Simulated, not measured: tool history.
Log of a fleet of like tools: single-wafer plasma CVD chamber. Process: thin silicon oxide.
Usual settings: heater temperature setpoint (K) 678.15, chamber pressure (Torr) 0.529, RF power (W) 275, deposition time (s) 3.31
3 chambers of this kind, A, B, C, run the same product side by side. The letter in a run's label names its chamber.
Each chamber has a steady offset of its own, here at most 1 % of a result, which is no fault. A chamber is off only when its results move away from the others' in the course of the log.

| run | hour | heater temperature setpoint (K) | chamber pressure (Torr) | RF power (W) | deposition time (s) | hours since the last thermocouple change | hours since the last RF generator calibration | hours since the last manometer calibration | read-back reference wafer on the same gauge, thickness_nm | mean film thickness on the monitor wafer (angstrom) |
|---|---|---|---|---|---|---|---|---|---|---|
| 1C | 4.7 | 678.15 | 0.529 | 275 | 3.31 | 1505.0 | 375.4 | 717.0 | 3.8693 | 38.128 |
| 2A | 9.3 | 678.15 | 0.529 | 275 | 3.31 | 1563.0 | 132.0 | 1502.7 | 3.8699 | 37.950 |
| 3B | 16.4 | 678.15 | 0.529 | 275 | 3.31 | 1647.8 | 2008.1 | 1220.5 | 3.8652 | 37.900 |
| 4A | 25.4 | 678.15 | 0.529 | 275 | 3.31 | 1579.1 | 148.1 | 1518.8 | 3.8675 | 38.103 |
| 5B | 30.3 | 678.15 | 0.529 | 275 | 3.31 | 1661.7 | 2022.0 | 1234.4 | 3.8674 | 37.687 |
| 6C | 38.3 | 678.15 | 0.529 | 275 | 3.31 | 1538.6 | 409.0 | 750.6 | 3.8708 | 38.123 |
| 7C | 43.3 | 678.15 | 0.529 | 275 | 3.31 | 1543.6 | 414.0 | 755.6 | 3.8720 | 38.093 |
| 8A | 50.8 | 678.15 | 0.529 | 275 | 3.31 | 1604.5 | 173.5 | 1544.2 | 3.8680 | 37.834 |
| 9B | 55.9 | 678.15 | 0.529 | 275 | 3.31 | 1687.3 | 2047.6 | 1260.0 | 3.8687 | 37.619 |
| 10A | 61.7 | 678.15 | 0.529 | 275 | 3.31 | 1615.4 | 184.4 | 1555.1 | 3.8695 | 37.919 |
| 11B | 67.8 | 678.15 | 0.529 | 275 | 3.31 | 1699.2 | 2059.5 | 1271.9 | 3.8693 | 37.722 |
| 12C | 74.6 | 678.15 | 0.529 | 275 | 3.31 | 1574.9 | 445.3 | 786.9 | 3.8689 | 37.961 |
| 13C | 80.1 | 678.15 | 0.529 | 275 | 3.31 | 1580.4 | 450.8 | 792.4 | 3.8700 | 38.156 |
| 14A | 87.7 | 678.15 | 0.529 | 275 | 3.31 | 1641.4 | 210.4 | 1581.1 | 3.8688 | 37.893 |
| 15B | 96.9 | 670.15 | 0.477 | 275 | 3.31 | 1728.3 | 2088.6 | 1301.0 | 3.8712 | 33.561 |
| 16C | 106.2 | 670.15 | 0.477 | 275 | 3.31 | 1606.5 | 476.9 | 818.5 | 3.8709 | 34.291 |
| 17B | 110.5 | 670.15 | 0.477 | 275 | 3.31 | 1741.9 | 2102.2 | 1314.6 | 3.8718 | 33.529 |
| 18A | 116.2 | 678.15 | 0.529 | 275 | 3.31 | 1669.9 | 238.9 | 1609.6 | 3.8696 | 37.861 |
| 19A | 124.2 | 678.15 | 0.529 | 275 | 3.31 | 1677.9 | 246.9 | 1617.6 | 3.8691 | 38.032 |
| 20B | 129.2 | 678.15 | 0.529 | 275 | 3.31 | 1760.6 | 2120.9 | 1333.3 | 3.8713 | 37.518 |
| 21C | 135.4 | 678.15 | 0.529 | 275 | 3.90 | 1635.7 | 506.1 | 847.7 | 3.8721 | 44.785 |
| 22C | 142.7 | 678.15 | 0.529 | 275 | 3.90 | 1643.0 | 513.4 | 855.0 | 3.8731 | 44.832 |
| 23B | 149.7 | 678.15 | 0.529 | 275 | 3.90 | 1781.1 | 2141.4 | 1353.8 | 3.8712 | 44.266 |
| 24A | 154.8 | 678.15 | 0.529 | 275 | 3.31 | 1708.5 | 277.5 | 1648.2 | 3.8709 | 38.101 |
| 25B | 162.5 | 678.15 | 0.529 | 275 | 3.31 | 1793.9 | 2154.2 | 1366.6 | 3.8693 | 37.663 |
| 26C | 168.9 | 678.15 | 0.529 | 250 | 3.31 | 1669.2 | 539.6 | 881.2 | 3.8712 | 36.562 |
| 27A | 178.4 | 678.15 | 0.529 | 250 | 3.31 | 1732.1 | 301.1 | 1671.8 | 3.8717 | 36.817 |
| 28B | 186.4 | 678.15 | 0.529 | 250 | 3.31 | 1817.8 | 2178.1 | 1390.5 | 3.8684 | 36.031 |
| 29C | 192.2 | 678.15 | 0.529 | 275 | 3.31 | 1692.5 | 562.9 | 904.5 | 3.8675 | 37.806 |
| 30A | 201.3 | 678.15 | 0.529 | 275 | 3.31 | 1755.0 | 324.0 | 1694.7 | 3.8708 | 38.500 |
| 31B | 207.8 | 678.15 | 0.529 | 275 | 3.31 | 1839.2 | 2199.5 | 1411.9 | 3.8712 | 37.491 |
| 32C | 214.8 | 678.15 | 0.529 | 275 | 3.31 | 1715.1 | 585.5 | 927.1 | 3.8695 | 37.871 |
| 33A | 222.6 | 678.15 | 0.529 | 275 | 3.31 | 1776.3 | 345.3 | 1716.0 | 3.8699 | 38.687 |
| 34B | 232.2 | 678.15 | 0.529 | 275 | 3.31 | 1863.6 | 2223.9 | 1436.3 | 3.8705 | 37.481 |
| 35C | 238.3 | 678.15 | 0.529 | 275 | 3.31 | 1738.6 | 609.0 | 950.6 | 3.8687 | 38.220 |
| 36A | 247.3 | 678.15 | 0.529 | 275 | 3.31 | 1801.0 | 370.0 | 1740.7 | 3.8721 | 38.818 |
| 37A | 255.1 | 678.15 | 0.529 | 275 | 3.31 | 1808.8 | 377.8 | 1748.5 | 3.8695 | 38.995 |
| 38C | 261.1 | 678.15 | 0.529 | 275 | 3.31 | 1761.4 | 631.8 | 973.4 | 3.8704 | 38.024 |
| 39B | 267.7 | 678.15 | 0.529 | 275 | 3.31 | 1899.1 | 2259.4 | 1471.8 | 3.8691 | 37.583 |
|  | 270.2 | chamber B: RF generator calibrated |
| 40C | 275.3 | 678.15 | 0.529 | 275 | 3.31 | 1775.6 | 646.0 | 987.6 | 3.8679 | 38.005 |
| 41B | 282.0 | 678.15 | 0.529 | 275 | 3.31 | 1913.4 | 11.9 | 1486.1 | 3.8706 | 37.706 |
| 42A | 286.8 | 678.15 | 0.529 | 275 | 3.31 | 1840.5 | 409.5 | 1780.2 | 3.8680 | 39.151 |

What goes on in this fleet: one chamber off, a drifting gauge, or nothing beyond the chambers' own small offsets? Name the chamber and the cause, if any.

Chamber A drifts away from the others.
Cause: true pressure above the setpoint (%) = 3.12.

Here are 4 candidates for chamber A's next run, each the usual settings with a change, their results left as question marks. Which one brings its results back in line with what the others give on the usual settings?
In line means no further than this from the other chambers' mean on the usual settings: mean film thickness on the monitor wafer (angstrom) 0.400
| 43A-1 | 293.7 | 678.15 | 0.506 | 275 | 3.22 |  |  |  |  | ? |
| 43A-2 | 293.7 | 678.15 | 0.552 | 275 | 3.40 |  |  |  |  | ? |
| 43A-3 | 293.7 | 678.15 | 0.539 | 275 | 3.35 |  |  |  |  | ? |
| 43A-4 | 293.7 | 678.15 | 0.514 | 275 | 3.31 |  |  |  |  | ? |

The other chambers' mean on the usual settings: mean film thickness on the monitor wafer (angstrom) 37.883
| run | mean film thickness on the monitor wafer (angstrom) |
|---|---|
| 43A-1 | 36.300 |
| 43A-2 | 42.173 |
| 43A-3 | 40.478 |
| 43A-4 | 37.962 |
43A-4 brings the chamber back in line.

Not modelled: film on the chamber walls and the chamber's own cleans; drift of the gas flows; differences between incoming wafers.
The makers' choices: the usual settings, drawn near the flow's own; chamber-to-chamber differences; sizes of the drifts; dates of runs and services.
